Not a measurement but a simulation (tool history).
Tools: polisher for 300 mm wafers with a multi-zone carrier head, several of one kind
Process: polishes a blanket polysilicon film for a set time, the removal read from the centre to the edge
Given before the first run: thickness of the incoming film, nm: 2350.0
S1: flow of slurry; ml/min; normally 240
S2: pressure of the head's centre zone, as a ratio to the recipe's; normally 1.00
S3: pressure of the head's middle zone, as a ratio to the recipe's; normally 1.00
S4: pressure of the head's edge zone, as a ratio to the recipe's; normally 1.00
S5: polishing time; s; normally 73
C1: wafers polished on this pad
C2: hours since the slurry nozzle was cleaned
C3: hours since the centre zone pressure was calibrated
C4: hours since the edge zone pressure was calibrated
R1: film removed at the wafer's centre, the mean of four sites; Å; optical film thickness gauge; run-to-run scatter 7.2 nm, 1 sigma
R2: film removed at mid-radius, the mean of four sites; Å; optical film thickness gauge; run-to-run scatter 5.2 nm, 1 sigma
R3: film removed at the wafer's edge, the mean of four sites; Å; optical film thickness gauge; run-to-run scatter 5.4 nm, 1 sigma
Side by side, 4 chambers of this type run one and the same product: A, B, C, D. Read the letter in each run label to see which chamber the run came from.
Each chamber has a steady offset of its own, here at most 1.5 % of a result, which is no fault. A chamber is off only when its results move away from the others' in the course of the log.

run,hour,S1,S2,S3,S4,S5,C1,C2,C3,C4,R1,R2,R3
1C,8.0,240,1.00,1.00,1.00,73,938,195.9,398.9,342.2,5621.2,5743.6,5641.4
2D,20.5,240,1.00,1.00,1.00,73,164,586.6,368.2,268.5,5717.5,5598.6,5656.6
3A,32.0,240,1.00,1.00,1.00,73,300,578.8,882.5,878.4,5591.6,5494.9,5635.2
4B,42.5,240,1.00,1.00,1.00,73,703,285.5,869.0,257.6,5598.7,5734.8,5617.5
5C,50.4,240,1.00,1.00,1.00,73,1223,238.3,441.3,384.6,5746.8,5664.3,5573.8
# hour 55.6: chamber A: centre zone pressure recalibrated
6A,56.7,240,1.00,1.00,1.00,73,466,603.5,1.2,903.1,5581.9,5570.9,5616.9
7D,63.3,240,1.00,1.00,1.00,73,452,629.4,411.0,311.3,5770.8,5670.5,5616.5
# hour 65.9: chamber A: slurry nozzle cleaned
# hour 67.1: chamber B: worn pad replaced by a new one
8B,76.9,240,1.00,1.00,1.00,73,66,319.9,903.4,292.0,5619.8,5755.2,5501.1
# hour 78.3: chamber C: worn pad replaced by a new one
9B,89.7,240,1.00,1.00,1.00,73,152,332.7,916.2,304.8,5573.2,5697.3,5671.2
10C,99.1,240,1.00,1.00,1.00,73,140,287.0,490.0,433.3,5659.0,5641.3,5580.0
# hour 105.1: chamber D: worn pad replaced by a new one
11D,109.5,240,1.00,1.00,1.00,73,29,675.6,457.2,357.5,5788.1,5608.1,5556.4
12A,122.3,240,1.00,1.00,1.00,73,906,56.4,66.8,968.7,5615.2,5497.3,5677.2
# hour 131.2: chamber D: slurry nozzle cleaned
13C,135.7,240,1.00,1.00,1.00,73,385,323.6,526.6,469.9,5676.4,5799.1,5609.0
# hour 142.4: chamber A: worn pad replaced by a new one
14D,144.9,240,1.00,1.00,1.00,73,267,13.8,492.6,392.9,5583.4,5678.6,5626.1
15B,152.4,240,1.00,1.00,1.00,73,573,395.4,978.9,367.5,5509.8,5725.4,5566.4
16A,166.4,240,1.00,1.00,1.00,73,161,100.5,110.9,1012.8,5597.2,5626.9,5685.2
17B,177.6,240,1.07,1.08,1.00,73,742,420.6,1004.1,392.7,6072.3,6103.8,5460.2
18C,183.9,240,1.07,1.08,1.00,73,709,371.8,574.8,518.1,6086.6,5992.8,5511.0
# hour 188.4: chamber B: slurry nozzle cleaned
19D,195.3,240,1.07,1.08,1.00,73,605,64.2,543.0,443.3,6020.3,6094.2,5532.4
20A,209.0,240,1.07,1.08,1.00,73,447,143.1,153.5,1055.4,6130.8,6082.1,5621.3
21D,220.1,240,1.00,1.00,1.00,53,772,89.0,567.8,468.1,4048.7,4127.6,4120.9
22B,227.7,240,1.00,1.00,1.00,53,1078,39.3,1054.2,442.8,4080.5,4075.5,4091.2
# hour 228.3: chamber D: worn pad replaced by a new one
23C,240.6,240,1.00,1.00,1.00,53,1090,428.5,631.5,574.8,4087.4,4168.8,4049.7
24A,253.3,240,1.00,1.00,1.00,53,744,187.4,197.8,1099.7,4037.4,3963.0,4045.3
25D,267.5,240,1.00,1.00,0.94,59,263,136.4,615.2,515.5,4615.3,4488.4,4370.9

What goes on in this fleet: one chamber off, a drifting gauge, or nothing beyond the chambers' own small offsets? Name the chamber and the cause, if any.

No chamber stands off beyond its own small offset, and the gauge holds steady.
